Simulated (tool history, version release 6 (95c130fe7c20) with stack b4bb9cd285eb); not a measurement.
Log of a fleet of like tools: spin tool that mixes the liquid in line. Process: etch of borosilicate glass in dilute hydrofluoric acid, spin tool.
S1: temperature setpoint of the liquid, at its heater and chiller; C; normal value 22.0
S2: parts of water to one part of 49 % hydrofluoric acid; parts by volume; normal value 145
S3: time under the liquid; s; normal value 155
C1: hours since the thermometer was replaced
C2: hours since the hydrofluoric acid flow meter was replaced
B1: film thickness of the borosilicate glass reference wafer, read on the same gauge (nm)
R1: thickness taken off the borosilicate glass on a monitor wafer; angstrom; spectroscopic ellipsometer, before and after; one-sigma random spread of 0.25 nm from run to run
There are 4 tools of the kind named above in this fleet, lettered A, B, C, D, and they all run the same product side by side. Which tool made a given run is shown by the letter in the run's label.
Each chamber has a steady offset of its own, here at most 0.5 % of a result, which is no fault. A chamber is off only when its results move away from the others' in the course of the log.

Run 1D, hour 8.9: usual settings; C1 1244.1; C2 256.7; B1 50.011. Result: R1 316.63 angstrom.
Run 2B, hour 15.1: usual settings; C1 2157.7; C2 1881.7; B1 50.012. Result: R1 315.21 angstrom.
Run 3A, hour 19.9: usual settings; C1 2435.5; C2 537.8; B1 49.991. Result: R1 319.44 angstrom.
Run 4C, hour 29.9: usual settings; C1 910.1; C2 588.7; B1 49.978. Result: R1 325.34 angstrom.
Run 5D, hour 36.2: usual settings; C1 1271.4; C2 284.0; B1 50.023. Result: R1 322.27 angstrom.
At hour 39.6: chamber C: hydrofluoric acid flow meter replaced.
Run 6B, hour 44.0: usual settings; C1 2186.6; C2 1910.6; B1 50.010. Result: R1 324.38 angstrom.
Run 7C, hour 51.3: usual settings; C1 931.5; C2 11.7; B1 50.017. Result: R1 323.14 angstrom.
Run 8A, hour 59.6: usual settings; C1 2475.2; C2 577.5; B1 49.982. Result: R1 320.81 angstrom.
Run 9C, hour 68.7: usual settings; C1 948.9; C2 29.1; B1 50.005. Result: R1 312.35 angstrom.
Run 10A, hour 78.2: usual settings; C1 2493.8; C2 596.1; B1 49.978. Result: R1 322.07 angstrom.
Run 11D, hour 82.7: usual settings; C1 1317.9; C2 330.5; B1 49.979. Result: R1 318.47 angstrom.
Run 12B, hour 92.0: usual settings; C1 2234.6; C2 1958.6; B1 49.984. Result: R1 316.50 angstrom.
Run 13C, hour 96.6: usual settings; C1 976.8; C2 57.0; B1 50.010. Result: R1 310.07 angstrom.
Run 14A, hour 106.4: usual settings; C1 2522.0; C2 624.3; B1 49.994. Result: R1 322.65 angstrom.
Run 15B, hour 112.0: usual settings; C1 2254.6; C2 1978.6; B1 50.009. Result: R1 313.63 angstrom.
Run 16D, hour 120.1: usual settings; C1 1355.3; C2 367.9; B1 50.035. Result: R1 323.47 angstrom.
Run 17B, hour 125.7: usual settings; C1 2268.3; C2 1992.3; B1 50.030. Result: R1 317.97 angstrom.
At hour 133.4: chamber B: thermometer replaced.
Run 18A, hour 134.7: usual settings but S1 20.0 C, S2 175 parts by volume; C1 2550.3; C2 652.6; B1 49.992. Result: R1 234.57 angstrom.
Run 19D, hour 144.3: usual settings but S1 20.0 C, S2 175 parts by volume; C1 1379.5; C2 392.1; B1 50.003. Result: R1 237.55 angstrom.
Run 20C, hour 149.9: usual settings but S1 20.0 C, S2 175 parts by volume; C1 1030.1; C2 110.3; B1 50.009. Result: R1 225.29 angstrom.
Run 21B, hour 159.3: usual settings but S1 20.0 C, S2 175 parts by volume; C1 25.9; C2 2025.9; B1 50.014. Result: R1 239.97 angstrom.
Run 22C, hour 166.8: usual settings but S1 24.0 C, S2 180 parts by volume; C1 1047.0; C2 127.2; B1 49.973. Result: R1 256.04 angstrom.
At hour 168.9: chamber A: thermometer replaced.
Run 23D, hour 175.7: usual settings but S1 24.0 C, S2 180 parts by volume; C1 1410.9; C2 423.5; B1 50.020. Result: R1 271.61 angstrom.
Run 24A, hour 182.7: usual settings but S1 24.0 C, S2 180 parts by volume; C1 13.9; C2 700.6; B1 50.019. Result: R1 270.26 angstrom.
Run 25D, hour 188.6: usual settings but S1 24.0 C, S2 180 parts by volume; C1 1423.8; C2 436.4; B1 50.008. Result: R1 267.30 angstrom.
Run 26C, hour 196.9: usual settings; C1 1077.1; C2 157.3; B1 50.014. Result: R1 296.10 angstrom.
Run 27B, hour 203.8: usual settings; C1 70.4; C2 2070.4; B1 50.007. Result: R1 322.28 angstrom.
Run 28A, hour 213.5: usual settings but S1 20.5 C; C1 44.7; C2 731.4; B1 50.018. Result: R1 302.71 angstrom.
Run 29D, hour 219.5: usual settings but S1 20.5 C; C1 1454.7; C2 467.3; B1 50.005. Result: R1 301.07 angstrom.
Run 30B, hour 226.8: usual settings but S1 20.5 C; C1 93.4; C2 2093.4; B1 49.980. Result: R1 304.29 angstrom.
Run 31C, hour 233.3: usual settings but S1 20.5 C; C1 1113.5; C2 193.7; B1 49.997. Result: R1 271.64 angstrom.

Decide between three cases: one chamber stands off from its peers, the gauge reading all wafers drifts, or nothing is wrong past each chamber's small offset. Where a chamber is off, say which and what most likely put it there.

Chamber C drifts away from the others.
Cause: liquid colder than its thermometer reads (K) = 2.55.

Here are 4 candidates for chamber C's next run, each the usual settings with a change, their results left as question marks. Which one brings its results back in line with what the others give on the usual settings?
Maximum distance from the other chambers' mean on the usual settings for a result to count as in line: R1 8.70 angstrom
Run 32C-1, hour 240.7: usual settings but S1 19.5 C. Result: R1 ?.
Run 32C-2, hour 240.7: usual settings but S3 180 s. Result: R1 ?.
Run 32C-3, hour 240.7: usual settings but S3 170 s. Result: R1 ?.
Run 32C-4, hour 240.7: usual settings but S2 165 parts by volume. Result: R1 ?.

Mean of the other chambers on the usual settings: R1 320.78 angstrom
  run      R1
32C-1  262.46
32C-2  337.95
32C-3  319.17
32C-4  251.08
The answer is 32C-3, which returns the chamber to within the allowed miss of the others.

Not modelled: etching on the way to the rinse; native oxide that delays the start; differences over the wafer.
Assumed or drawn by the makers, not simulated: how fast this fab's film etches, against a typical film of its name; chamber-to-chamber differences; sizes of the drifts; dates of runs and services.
